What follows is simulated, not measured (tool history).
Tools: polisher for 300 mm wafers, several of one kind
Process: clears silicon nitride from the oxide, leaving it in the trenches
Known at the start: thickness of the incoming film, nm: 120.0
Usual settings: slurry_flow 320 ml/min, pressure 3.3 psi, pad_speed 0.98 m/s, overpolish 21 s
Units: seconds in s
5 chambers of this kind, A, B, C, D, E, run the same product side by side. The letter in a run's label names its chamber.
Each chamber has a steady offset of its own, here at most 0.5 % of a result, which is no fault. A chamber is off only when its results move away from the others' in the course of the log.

| run | hour | slurry_flow | pressure | pad_speed | overpolish | seconds |
|---|---|---|---|---|---|---|
| 1D | 8.6 | 320 | 3.3 | 0.98 | 21 | 116.71 |
| 2C | 14.5 | 320 | 3.3 | 0.98 | 21 | 119.07 |
|  | 16.8 | chamber E: slurry nozzle cleaned |
| 3E | 21.1 | 320 | 3.3 | 0.98 | 21 | 123.13 |
| 4A | 25.7 | 320 | 3.3 | 0.98 | 21 | 126.22 |
| 5B | 30.3 | 320 | 3.3 | 0.98 | 21 | 123.79 |
|  | 31.3 | chamber E: head pressure recalibrated |
|  | 31.7 | chamber C: worn pad replaced by a new one |
| 6B | 38.1 | 320 | 3.3 | 0.98 | 21 | 120.08 |
| 7E | 44.3 | 320 | 3.3 | 0.98 | 21 | 124.01 |
|  | 49.8 | chamber B: worn pad replaced by a new one |
| 8D | 50.2 | 375 | 3.3 | 1.1 | 21 | 109.28 |
| 9A | 59.5 | 375 | 3.3 | 1.1 | 21 | 108.62 |
|  | 64 | chamber E: worn pad replaced by a new one |
| 10C | 64.9 | 375 | 3.3 | 1.1 | 21 | 107.79 |
|  | 67.8 | chamber C: slurry nozzle cleaned |
| 11B | 72.3 | 375 | 3.3 | 1.1 | 21 | 107.94 |
| 12E | 79.4 | 375 | 3.3 | 1.1 | 21 | 109.92 |
| 13C | 86.5 | 320 | 3.3 | 0.98 | 21 | 121.08 |
|  | 89.9 | chamber A: worn pad replaced by a new one |
| 14D | 92.7 | 320 | 3.3 | 0.98 | 21 | 121.9 |
| 15A | 100.6 | 320 | 3.3 | 0.98 | 21 | 124.66 |
|  | 101.8 | chamber C: worn pad replaced by a new one |
| 16B | 109.4 | 320 | 3.3 | 0.98 | 21 | 123.01 |
| 17C | 116.2 | 320 | 3.3 | 0.98 | 21 | 121.12 |
| 18E | 124.5 | 320 | 3.3 | 0.98 | 21 | 123.83 |
|  | 130.1 | chamber D: slurry nozzle cleaned |
| 19A | 132.7 | 320 | 3.3 | 0.98 | 21 | 123.98 |
|  | 140.2 | chamber D: worn pad replaced by a new one |
| 20D | 141.4 | 320 | 3.3 | 0.98 | 21 | 122.3 |
|  | 148.3 | chamber B: worn pad replaced by a new one |
| 21D | 149.2 | 320 | 3.3 | 0.98 | 21 | 121.67 |
|  | 152.9 | chamber E: worn pad replaced by a new one |
| 22E | 153.9 | 320 | 3.3 | 0.98 | 21 | 121.05 |
| 23C | 160.2 | 320 | 3.3 | 0.98 | 21 | 114.65 |
| 24B | 165 | 320 | 3.3 | 0.98 | 21 | 123.03 |
| 25A | 169.6 | 320 | 3.3 | 0.98 | 21 | 123.14 |
|  | 171.6 | chamber C: worn pad replaced by a new one |
| 26D | 176.8 | 250 | 3.3 | 1.1 | 21 | 114.79 |
| 27E | 181.9 | 250 | 3.3 | 1.1 | 21 | 111.79 |
| 28B | 186.3 | 250 | 3.3 | 1.1 | 21 | 117.16 |
| 29C | 194.6 | 250 | 3.3 | 1.1 | 21 | 101.69 |
| 30A | 201 | 250 | 3.3 | 1.1 | 21 | 112.14 |
| 31C | 208.2 | 280 | 3.3 | 0.98 | 21 | 113.74 |
| 32D | 214.2 | 280 | 3.3 | 0.98 | 21 | 122.18 |
| 33B | 222.3 | 280 | 3.3 | 0.98 | 21 | 125.19 |
|  | 226 | chamber E: worn pad replaced by a new one |
| 34E | 227.6 | 280 | 3.3 | 0.98 | 21 | 124.24 |

Next, every chamber runs the same settings. What will each give?
| 35A | 234.8 | 280 | 3.3 | 0.98 | 21 | ? |
| 35B | 234.8 | 280 | 3.3 | 0.98 | 21 | ? |
| 35C | 234.8 | 280 | 3.3 | 0.98 | 21 | ? |
| 35D | 234.8 | 280 | 3.3 | 0.98 | 21 | ? |
| 35E | 234.8 | 280 | 3.3 | 0.98 | 21 | ? |

| run | seconds |
|---|---|
| 35A | 124.34 |
| 35B | 124.26 |
| 35C | 109.24 |
| 35D | 124.16 |
| 35E | 126.22 |
